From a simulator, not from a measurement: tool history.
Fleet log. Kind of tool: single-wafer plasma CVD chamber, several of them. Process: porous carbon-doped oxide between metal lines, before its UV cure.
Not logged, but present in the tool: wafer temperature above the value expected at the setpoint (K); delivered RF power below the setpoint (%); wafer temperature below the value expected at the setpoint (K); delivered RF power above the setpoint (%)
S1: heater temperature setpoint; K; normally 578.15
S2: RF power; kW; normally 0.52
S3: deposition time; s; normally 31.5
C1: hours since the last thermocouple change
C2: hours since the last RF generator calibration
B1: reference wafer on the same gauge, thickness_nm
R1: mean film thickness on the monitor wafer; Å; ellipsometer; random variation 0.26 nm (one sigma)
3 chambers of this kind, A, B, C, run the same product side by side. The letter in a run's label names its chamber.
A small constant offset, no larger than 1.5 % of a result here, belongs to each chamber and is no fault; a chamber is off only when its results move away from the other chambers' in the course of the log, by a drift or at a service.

run 1C hour=9.6 | S1=578.15 S2=0.52 S3=31.5 | C1=2344.1 C2=52.5 | B1=158.04 | R1=1727.2
run 2A hour=19.4 | S1=578.15 S2=0.52 S3=31.5 | C1=1353.7 C2=525 | B1=158.05 | R1=1719
run 3B hour=30.7 | S1=578.15 S2=0.52 S3=31.5 | C1=2074.9 C2=1345.5 | B1=158.12 | R1=1686.1
run 4C hour=38 | S1=578.15 S2=0.52 S3=31.5 | C1=2372.5 C2=80.9 | B1=158.13 | R1=1721.4
run 5B hour=43.6 | S1=578.15 S2=0.52 S3=31.5 | C1=2087.8 C2=1358.4 | B1=158.17 | R1=1687.5
run 6A hour=53 | S1=578.15 S2=0.52 S3=26.9 | C1=1387.3 C2=558.6 | B1=158.16 | R1=1474.8
run 7B hour=58.6 | S1=578.15 S2=0.52 S3=26.9 | C1=2102.8 C2=1373.4 | B1=158.21 | R1=1451.3
run 8A hour=67.1 | S1=578.15 S2=0.52 S3=26.9 | C1=1401.4 C2=572.7 | B1=158.25 | R1=1478.6
run 9C hour=76.2 | S1=578.15 S2=0.52 S3=31.5 | C1=2410.7 C2=119.1 | B1=158.21 | R1=1724.2
run 10C hour=85.8 | S1=578.15 S2=0.52 S3=31.5 | C1=2420.3 C2=128.7 | B1=158.31 | R1=1724.5
run 11B hour=92.1 | S1=578.15 S2=0.52 S3=31.5 | C1=2136.3 C2=1406.9 | B1=158.23 | R1=1691.7
run 12A hour=103.5 | S1=586.15 S2=0.52 S3=29.6 | C1=1437.8 C2=609.1 | B1=158.27 | R1=1547
run 13B hour=115.9 | S1=586.15 S2=0.52 S3=29.6 | C1=2160.1 C2=1430.7 | B1=158.39 | R1=1524.9
run 14A hour=128.3 | S1=586.15 S2=0.52 S3=29.6 | C1=1462.6 C2=633.9 | B1=158.4 | R1=1553.4
run 15C hour=139.5 | S1=578.15 S2=0.52 S3=34.1 | C1=2474 C2=182.4 | B1=158.4 | R1=1860.7
run 16A hour=147.2 | S1=578.15 S2=0.52 S3=34.1 | C1=1481.5 C2=652.8 | B1=158.48 | R1=1859.2
run 17C hour=153.5 | S1=578.15 S2=0.52 S3=34.1 | C1=2488 C2=196.4 | B1=158.45 | R1=1868.2
run 18B hour=161.6 | S1=578.15 S2=0.52 S3=31.5 | C1=2205.8 C2=1476.4 | B1=158.45 | R1=1691
run 19B hour=170.6 | S1=578.15 S2=0.52 S3=31.5 | C1=2214.8 C2=1485.4 | B1=158.53 | R1=1696.3
run 20C hour=178.3 | S1=578.15 S2=0.52 S3=31.5 | C1=2512.8 C2=221.2 | B1=158.58 | R1=1728.9
run 21A hour=188.3 | S1=586.15 S2=0.485 S3=31.5 | C1=1522.6 C2=693.9 | B1=158.62 | R1=1569.1
run 22C hour=194.9 | S1=586.15 S2=0.485 S3=31.5 | C1=2529.4 C2=237.8 | B1=158.64 | R1=1579.2
run 23A hour=205.3 | S1=586.15 S2=0.485 S3=31.5 | C1=1539.6 C2=710.9 | B1=158.57 | R1=1575.6
run 24B hour=211.1 | S1=578.15 S2=0.49 S3=31.5 | C1=2255.3 C2=1525.9 | B1=158.65 | R1=1629.7
run 25B hour=222.4 | S1=578.15 S2=0.49 S3=31.5 | C1=2266.6 C2=1537.2 | B1=158.69 | R1=1633.4
run 26A hour=234.4 | S1=578.15 S2=0.49 S3=31.5 | C1=1568.7 C2=740 | B1=158.71 | R1=1654.2
run 27C hour=240 | S1=578.15 S2=0.52 S3=31.5 | C1=2574.5 C2=282.9 | B1=158.73 | R1=1727.5
run 28B hour=246.4 | S1=578.15 S2=0.52 S3=31.5 | C1=2290.6 C2=1561.2 | B1=158.76 | R1=1697.9
run 29C hour=254.4 | S1=578.15 S2=0.52 S3=31.5 | C1=2588.9 C2=297.3 | B1=158.75 | R1=1731.8
run 30A hour=264.6 | S1=578.15 S2=0.52 S3=31.5 | C1=1598.9 C2=770.2 | B1=158.82 | R1=1724.9
run 31A hour=272.1 | S1=578.15 S2=0.52 S3=31.5 | C1=1606.4 C2=777.7 | B1=158.79 | R1=1723.3
run 32C hour=283.6 | S1=578.15 S2=0.52 S3=31.5 | C1=2618.1 C2=326.5 | B1=158.8 | R1=1735
run 33B hour=289.6 | S1=578.15 S2=0.52 S3=31.5 | C1=2333.8 C2=1604.4 | B1=158.93 | R1=1697.7
run 34B hour=299 | S1=590.15 S2=0.425 S3=31.5 | C1=2343.2 C2=1613.8 | B1=158.91 | R1=1371.9
run 35C hour=309.7 | S1=590.15 S2=0.425 S3=31.5 | C1=2644.2 C2=352.6 | B1=158.93 | R1=1407.9
run 36A hour=320.2 | S1=590.15 S2=0.425 S3=31.5 | C1=1654.5 C2=825.8 | B1=158.95 | R1=1400.2

All chambers now run identical settings, listed one chamber a line with results as question marks. What results will each chamber show?
run 37A hour=329.2 | S1=578.15 S2=0.52 S3=31.5 | R1=?
run 37B hour=329.2 | S1=578.15 S2=0.52 S3=31.5 | R1=?
run 37C hour=329.2 | S1=578.15 S2=0.52 S3=31.5 | R1=?

run=37A R1=1724.8
run=37B R1=1701.3
run=37C R1=1734.8
